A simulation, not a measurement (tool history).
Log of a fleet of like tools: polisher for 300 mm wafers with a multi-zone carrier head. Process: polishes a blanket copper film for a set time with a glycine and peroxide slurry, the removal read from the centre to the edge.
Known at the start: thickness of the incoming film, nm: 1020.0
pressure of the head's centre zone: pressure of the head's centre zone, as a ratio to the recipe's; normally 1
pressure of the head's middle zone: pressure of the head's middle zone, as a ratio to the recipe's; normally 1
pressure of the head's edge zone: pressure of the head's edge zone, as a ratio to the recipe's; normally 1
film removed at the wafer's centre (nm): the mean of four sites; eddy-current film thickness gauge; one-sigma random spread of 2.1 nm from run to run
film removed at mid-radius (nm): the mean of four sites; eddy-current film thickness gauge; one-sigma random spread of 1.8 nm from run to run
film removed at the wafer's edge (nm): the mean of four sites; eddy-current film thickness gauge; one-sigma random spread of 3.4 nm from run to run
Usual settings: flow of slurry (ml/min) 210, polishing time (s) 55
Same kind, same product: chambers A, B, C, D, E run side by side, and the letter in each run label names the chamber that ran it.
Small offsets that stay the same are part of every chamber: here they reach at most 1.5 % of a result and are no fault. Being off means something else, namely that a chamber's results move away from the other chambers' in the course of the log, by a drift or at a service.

run,hour,flow of slurry (ml/min),pressure of the head's centre zone,pressure of the head's middle zone,pressure of the head's edge zone,polishing time (s),film removed at the wafer's centre (nm),film removed at mid-radius (nm),film removed at the wafer's edge (nm)
# hour 6.4: chamber A: worn pad replaced by a new one
# hour 8.2: chamber E: edge zone pressure recalibrated
1D,12.5,210,1,1,1,55,297.25,301.08,302.68
# hour 19.1: chamber D: edge zone pressure recalibrated
2C,21.7,210,1,1,1,55,295.08,296.83,293.55
3E,30.4,210,1,1,1,55,295.69,297.65,294.4
# hour 33.6: chamber E: worn pad replaced by a new one
4A,37.4,210,1,1,1,55,296.09,294.77,298.08
# hour 46.8: chamber B: worn pad replaced by a new one
5B,46.8,210,1,1,1,55,296.57,301.14,295.58
# hour 49: chamber C: edge zone pressure recalibrated
6B,57,210,1,1,1,55,299.79,298.96,297.13
# hour 58.7: chamber D: slurry nozzle cleaned
7E,64.6,210,1,1,1,55,296.34,295.29,300.17
# hour 69.1: chamber C: worn pad replaced by a new one
8A,73.9,210,1,1,1.07,55,296.89,299.3,308.9
# hour 76.9: chamber A: worn pad replaced by a new one
9D,88.1,210,1,1,1.07,55,293.54,298.61,309.11
10C,97.6,210,1,1,1.07,55,300.26,292.55,303.63
# hour 100: chamber A: slurry nozzle cleaned
# hour 104.5: chamber D: worn pad replaced by a new one
11D,109.4,210,1,1,1.07,55,295.8,299.15,310.18
# hour 111: chamber E: worn pad replaced by a new one
12E,119.5,210,1,1,1.07,55,293.85,300.12,312.18
# hour 122.7: chamber A: centre zone pressure recalibrated
13B,130.3,210,1,1,1,55,293.54,301.08,292.45
# hour 135.1: chamber A: worn pad replaced by a new one
# hour 138.4: chamber B: worn pad replaced by a new one
# hour 138.9: chamber C: slurry nozzle cleaned
14C,143.5,210,1,1,1,38,206,202.86,205.22
15A,154.6,210,1,1,1,38,203.55,206.13,201.37
# hour 156.5: chamber C: worn pad replaced by a new one
16B,161.4,210,1,1,1,38,208.45,206.55,202.12
17E,175.7,210,1,1,1,38,206.42,208.55,203.25
# hour 178.3: chamber E: worn pad replaced by a new one
18A,182.7,210,1,1,1,38,206.32,205.12,204.66
19D,193,210,1,1,1,55,297.98,299.46,293.98
# hour 199.3: chamber A: worn pad replaced by a new one
20C,200.1,210,1.1,1,1.11,55,329.23,297.37,308.99
21A,207.1,210,1.1,1,1.11,55,332.12,294.03,308.72
22D,217.8,210,1.1,1,1.11,55,328.49,300.06,309.58
# hour 222.5: chamber B: slurry nozzle cleaned
23E,231.8,210,1.1,1,1.11,55,329.87,297.94,311.67
# hour 240.1: chamber B: worn pad replaced by a new one
# hour 244.4: chamber E: worn pad replaced by a new one
24C,244.9,210,1.1,1,1.11,55,333.85,295.44,313.58
# hour 245.7: chamber D: worn pad replaced by a new one
# hour 255.2: chamber C: worn pad replaced by a new one
25B,259.1,210,0.89,1,1,70,332.22,383.3,373.97
# hour 265.4: chamber A: worn pad replaced by a new one
26E,269.5,210,0.89,1,1,70,333.62,386.6,380.4
# hour 274.1: chamber A: edge zone pressure recalibrated
27C,284,210,0.89,1,1,70,335.14,377.87,376.54
28B,294.9,210,0.89,1,1,70,330.61,379.89,372.3
29A,309.6,210,0.89,1,1,70,328.08,375.39,377.18
# hour 311.6: chamber D: edge zone pressure recalibrated
30D,322.7,210,1,1,1,55,297.64,300.68,296.89

All 5 chambers run these settings next. Forecast each chamber's results:
31A,333.3,250,1,1,1,55,?,?,?
31B,333.3,250,1,1,1,55,?,?,?
31C,333.3,250,1,1,1,55,?,?,?
31D,333.3,250,1,1,1,55,?,?,?
31E,333.3,250,1,1,1,55,?,?,?

run,film removed at the wafer's centre (nm),film removed at mid-radius (nm),film removed at the wafer's edge (nm)
31A,305.43,303.84,295.25
31B,305.08,305.45,300.34
31C,306.24,302.98,306.25
31D,301.05,306.14,303.03
31E,302.04,304.64,300.99
